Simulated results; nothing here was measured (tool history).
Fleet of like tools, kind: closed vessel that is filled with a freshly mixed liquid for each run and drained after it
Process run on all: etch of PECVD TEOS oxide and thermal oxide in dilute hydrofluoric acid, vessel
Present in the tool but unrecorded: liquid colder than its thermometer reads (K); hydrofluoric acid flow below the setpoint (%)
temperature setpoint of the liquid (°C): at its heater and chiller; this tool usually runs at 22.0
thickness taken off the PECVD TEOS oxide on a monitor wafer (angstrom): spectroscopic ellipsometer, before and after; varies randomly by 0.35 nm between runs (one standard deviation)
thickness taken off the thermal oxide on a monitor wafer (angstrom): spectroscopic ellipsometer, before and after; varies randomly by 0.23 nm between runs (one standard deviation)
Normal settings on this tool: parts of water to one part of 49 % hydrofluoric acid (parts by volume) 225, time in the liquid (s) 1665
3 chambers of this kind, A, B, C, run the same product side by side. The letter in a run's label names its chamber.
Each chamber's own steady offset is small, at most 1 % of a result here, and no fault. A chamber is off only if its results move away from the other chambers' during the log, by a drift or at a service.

run,day,temperature setpoint of the liquid (°C),parts of water to one part of 49 % hydrofluoric acid (parts by volume),time in the liquid (s),hours since the thermometer was replaced,hours since the hydrofluoric acid flow meter was replaced,"read-back film thickness of the PECVD TEOS oxide reference wafer, read on the same gauge (nm)","read-back film thickness of the thermal oxide reference wafer, read on the same gauge (nm)",thickness taken off the PECVD TEOS oxide on a monitor wafer (angstrom),thickness taken off the thermal oxide on a monitor wafer (angstrom)
1A,0.408,22.0,225,1665,1109.7,1192.9,89.996,50.024,544.11,275.50
2B,0.650,22.0,225,1665,1658.7,556.5,89.977,49.966,539.40,272.48
3C,0.975,22.0,225,1665,360.8,544.4,90.014,49.966,557.09,271.09
4A,1.292,22.0,225,1665,1130.9,1214.1,89.972,50.027,550.90,273.53
5C,1.712,22.0,225,1665,378.5,562.1,89.988,49.990,551.30,271.72
6B,2.242,22.0,225,1665,1696.9,594.7,89.976,49.955,549.87,270.21
7A,2.721,22.0,225,1665,1165.2,1248.4,89.987,50.034,548.98,275.51
8C,3.175,22.0,225,1665,413.6,597.2,90.013,50.040,551.01,270.69
9B,3.433,22.0,225,1665,1725.5,623.3,90.007,49.990,547.94,271.52
10B,3.721,22.0,225,1665,1732.4,630.2,90.026,49.997,542.54,271.44
11A,4.046,18.5,225,1665,1197.0,1280.2,89.995,49.993,479.11,237.77
12C,4.342,18.5,225,1665,441.6,625.2,89.998,49.997,476.68,235.71
13C,4.746,18.5,225,1665,451.3,634.9,90.022,49.973,482.41,235.98
14B,5.200,22.0,225,1665,1767.9,665.7,90.011,50.040,542.33,273.60
15A,5.621,22.0,225,1665,1234.8,1318.0,90.001,50.002,545.68,272.42
16A,5.900,22.0,225,1665,1241.5,1324.7,90.006,49.969,539.71,273.60
17C,6.150,22.0,225,1665,485.0,668.6,90.009,49.973,549.46,273.01
18B,6.442,22.0,225,1665,1797.7,695.5,89.987,49.997,542.87,268.42
19C,6.767,22.0,225,1665,499.8,683.4,89.962,50.021,552.97,271.14
20A,7.188,22.0,225,1665,1272.4,1355.6,90.014,49.993,538.59,267.22
21B,7.675,22.0,225,1665,1827.3,725.1,89.985,49.984,544.35,273.22
22B,8.046,22.0,225,1665,1836.2,734.0,89.994,50.024,539.86,269.98
23C,8.296,22.0,225,1665,536.5,720.1,89.973,50.043,545.49,271.69
24A,8.604,22.0,225,1665,1306.4,1389.6,89.995,49.970,537.57,267.78
25C,8.842,22.0,225,1665,549.6,733.2,89.986,50.005,548.21,268.92
26A,9.379,22.0,225,1665,1325.0,1408.2,90.017,50.001,531.30,267.38
27B,9.796,22.0,225,1665,1878.2,776.0,89.982,50.031,542.33,272.72
28C,10.125,22.0,225,1665,580.4,764.0,89.985,49.952,549.03,270.19
29A,10.512,22.0,225,1665,1352.2,1435.4,90.022,50.009,524.60,266.44
30B,11.008,22.0,225,1665,1907.3,805.1,89.981,50.003,546.66,267.76
31B,11.371,22.0,225,1665,1916.0,813.8,90.041,49.984,549.29,267.32
32C,11.658,22.0,290,1665,617.2,800.8,89.998,49.970,400.79,193.05
33A,12.100,22.0,290,1665,1390.3,1473.5,90.014,50.027,384.54,190.71
34B,12.342,22.0,290,1665,1939.3,837.1,89.995,49.981,396.09,193.03
35A,12.883,22.0,225,1665,1409.1,1492.3,89.998,50.024,516.48,258.39
36C,13.404,22.0,225,1665,659.1,842.7,89.988,50.015,539.99,269.25
37C,13.704,17.5,225,2545,666.3,849.9,89.990,49.980,704.08,343.56
38A,14.017,17.5,225,2545,1436.3,1519.5,90.001,50.068,664.89,333.97
# day 14.212: chamber C: thermometer replaced
39B,14.333,17.5,225,2545,1987.1,884.9,89.986,49.984,705.87,350.04
40A,14.667,22.0,225,1665,1451.9,1535.1,89.970,49.998,514.03,254.22
41C,14.921,22.0,225,1665,17.1,879.1,89.989,49.972,551.98,270.46
42B,15.338,22.0,225,1665,2011.2,909.0,90.007,49.969,538.87,269.73

All chambers now run identical settings, listed one chamber a line with results as question marks. What results will each chamber show?
43A,15.725,22.0,225,1040,,,,,?,?
43B,15.725,22.0,225,1040,,,,,?,?
43C,15.725,22.0,225,1040,,,,,?,?

run,thickness taken off the PECVD TEOS oxide on a monitor wafer (angstrom),thickness taken off the thermal oxide on a monitor wafer (angstrom)
43A,319.47,160.22
43B,335.39,170.62
43C,341.51,166.68
